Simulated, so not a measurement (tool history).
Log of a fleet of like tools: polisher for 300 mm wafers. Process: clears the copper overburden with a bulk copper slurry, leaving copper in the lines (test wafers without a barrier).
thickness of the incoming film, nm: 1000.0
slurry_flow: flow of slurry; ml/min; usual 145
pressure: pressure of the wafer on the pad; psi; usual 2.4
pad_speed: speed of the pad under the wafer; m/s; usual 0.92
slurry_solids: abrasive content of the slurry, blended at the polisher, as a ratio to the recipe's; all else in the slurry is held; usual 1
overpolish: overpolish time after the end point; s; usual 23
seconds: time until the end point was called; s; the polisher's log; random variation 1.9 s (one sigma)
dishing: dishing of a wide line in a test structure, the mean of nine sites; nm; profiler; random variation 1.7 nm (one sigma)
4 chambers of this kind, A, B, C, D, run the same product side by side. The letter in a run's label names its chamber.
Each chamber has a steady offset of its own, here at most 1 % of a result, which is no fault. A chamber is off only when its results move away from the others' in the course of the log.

run     day  slurry_flow  pressure  pad_speed  slurry_solids  overpolish  wafers polished on this pad  hours since the slurry nozzle was cleaned  hours since the head pressure was calibrated  hours since the slurry blender was calibrated  seconds  dishing
      0.267  -- chamber D: worn pad replaced by a new one
 1B   0.292          145       2.4       0.92              1          23                          957                                         20                                         748.7                                           85.4   122.74   83.828
 2D   0.558          145       2.4       0.92              1          23                           44                                      298.5                                         169.3                                          181.8   126.07   80.573
 3C   0.967          145       2.4       0.92              1          23                          669                                      492.1                                         434.4                                           94.6   126.66   83.036
      1.283  -- chamber B: worn pad replaced by a new one
 4A   1.283          145       2.4       0.92              1          23                          997                                      795.9                                         329.8                                          221.9   127.73    82.02
      1.529  -- chamber A: worn pad replaced by a new one
 5A   1.688          145       2.4       0.78              1          23                           24                                      805.6                                         339.5                                          231.6   146.66   76.639
 6B   1.992          145       2.4       0.78              1          23                          105                                       60.8                                         789.5                                          126.2   145.61   77.709
      2.146  -- chamber D: slurry blender recalibrated
 7D   2.225          145       2.4       0.78              1          23                          292                                      338.5                                         209.3                                              2   143.94   77.067
 8C   2.538          145       2.4       0.78              1          23                          903                                      529.8                                         472.1                                          132.3    145.2   76.071
 9C   2.867          145       2.4       0.92              1          23                          953                                      537.7                                           480                                          140.2   122.76    81.79
10B   3.138          145       2.4       0.92              1          23                          276                                       88.3                                           817                                          153.7   121.27   83.748
11A   3.446          180       2.4       0.92              1          18                          286                                      847.8                                         381.7                                          273.8   121.17    75.57
12D   3.746          180       2.4       0.92              1          18                          518                                        375                                         245.8                                           38.5   122.59   71.896
13C   3.946          180       2.4       0.92              1          18                         1113                                      563.6                                         505.9                                          166.1   118.55   75.051
14B   4.254          180       2.4       0.92              1          18                          442                                      115.1                                         843.8                                          180.5   121.07   72.597
      4.583  -- chamber C: worn pad replaced by a new one
15A   4.608          145       2.4       0.92              1          23                          459                                      875.7                                         409.6                                          301.7   122.85    82.89
      4.896  -- chamber D: worn pad replaced by a new one
16D   4.942          145       2.4       0.92              1          23                            7                                      403.7                                         274.5                                           67.2   125.17   87.322
      5.117  -- chamber A: slurry blender recalibrated
17A   5.346          145       2.4       0.92              1          23                          569                                      893.4                                         427.3                                            5.6   128.18   86.807
      5.362  -- chamber C: slurry blender recalibrated
      5.658  -- chamber A: slurry nozzle cleaned
18D   5.696          145       2.4       0.92              1          23                          119                                      421.8                                         292.6                                           85.3    125.8   83.769
19B   6.079          145       2.4        0.7              1          23                          714                                      158.9                                         887.6                                          224.3   161.98   71.204
20C   6.308          145       2.4        0.7              1          23                          257                                      620.3                                         562.6                                           22.7   155.73   71.894
21D   6.612          145       2.4        0.7              1          23                          256                                      443.8                                         314.6                                          107.3   163.74   72.816
22B   6.867          145       2.4        0.7              1          23                          832                                      177.8                                         906.5                                          243.2   163.34   70.992
23A   7.204          145       2.4       0.92              1          23                          846                                       37.1                                         471.9                                           50.2    124.5    84.64
24C   7.525          180       2.4       0.92              1          23                          438                                      649.5                                         591.8                                           51.9   118.93   84.164
      7.596  -- chamber B: worn pad replaced by a new one
25B   7.912          180       2.4       0.92              1          23                           47                                      202.9                                         931.6                                          268.3   119.18   83.574
       8.25  -- chamber A: worn pad replaced by a new one
26A   8.271          180       2.4       0.92              1          23                            3                                       62.7                                         497.5                                           75.8   120.91   86.428
27D   8.492          180       2.4       0.92              1          23                          536                                      488.9                                         359.7                                          152.4   121.56    88.46
28C   8.904          145       2.4       0.92              1          23                          643                                      682.6                                         624.9                                             85   126.64   83.176
29A     9.2          145       2.4       0.92              1          23                          141                                         85                                         519.8                                           98.1   124.51   81.077
      9.388  -- chamber B: slurry blender recalibrated
      9.412  -- chamber C: slurry nozzle cleaned
30B   9.458          145       2.4       0.92              1          23                          277                                        240                                         968.7                                            1.7   126.55    83.36
31D   9.796          145       2.4       0.92              1          23                          730                                      520.2                                           391                                          183.7   122.48   83.149
32C  10.075          100       2.4       0.92              1          23                          818                                       15.9                                           653                                          113.1   135.72   81.349
     10.321  -- chamber D: worn pad replaced by a new one
33A  10.475          100       2.4       0.92              1          23                          331                                      115.6                                         550.4                                          128.7    136.4   81.375
34D  10.825          100       2.4       0.92              1          23                           75                                      544.9                                         415.7                                          208.4   135.55   78.744
35C  11.029          100       2.4       0.92              1          23                          960                                       38.8                                         675.9                                            136   138.96   79.807
     11.038  -- chamber D: slurry blender recalibrated
36B  11.454          145       2.4       0.92              1          23                          575                                      287.9                                        1016.6                                           49.6   123.16   83.462
     11.492  -- chamber A: head pressure recalibrated
37C  11.704          145       2.4       0.92              1          23                         1061                                         55                                         692.1                                          152.2   125.58   81.389
38B  11.942          145       2.4       0.92              1          23                          647                                      299.6                                        1028.3                                           61.3   120.81   84.292
39A  12.262          145       2.4       0.92              1          23                          598                                      158.5                                          18.5                                          171.6   122.32   82.192
40D  12.588          145       2.4       0.92              1          23                          337                                      587.2                                           458                                           37.2   123.45   84.142
     12.608  -- chamber C: slurry blender recalibrated
41C  12.929          145       2.4       0.92              1          23                         1243                                       84.4                                         721.5                                            7.8   123.29   83.277
42A  13.175          145       2.4       0.92              1          23                          733                                      180.4                                          40.4                                          193.5   130.24    87.73
43B  13.504          145       2.4       0.92              1          23                          880                                      337.1                                        1065.8                                           98.8   121.44   83.911

What goes on in this fleet: one chamber off, a drifting gauge, or nothing beyond the chambers' own small offsets? Name the chamber and the cause, if any.

No chamber stands off beyond its own small offset, and the gauge holds steady.
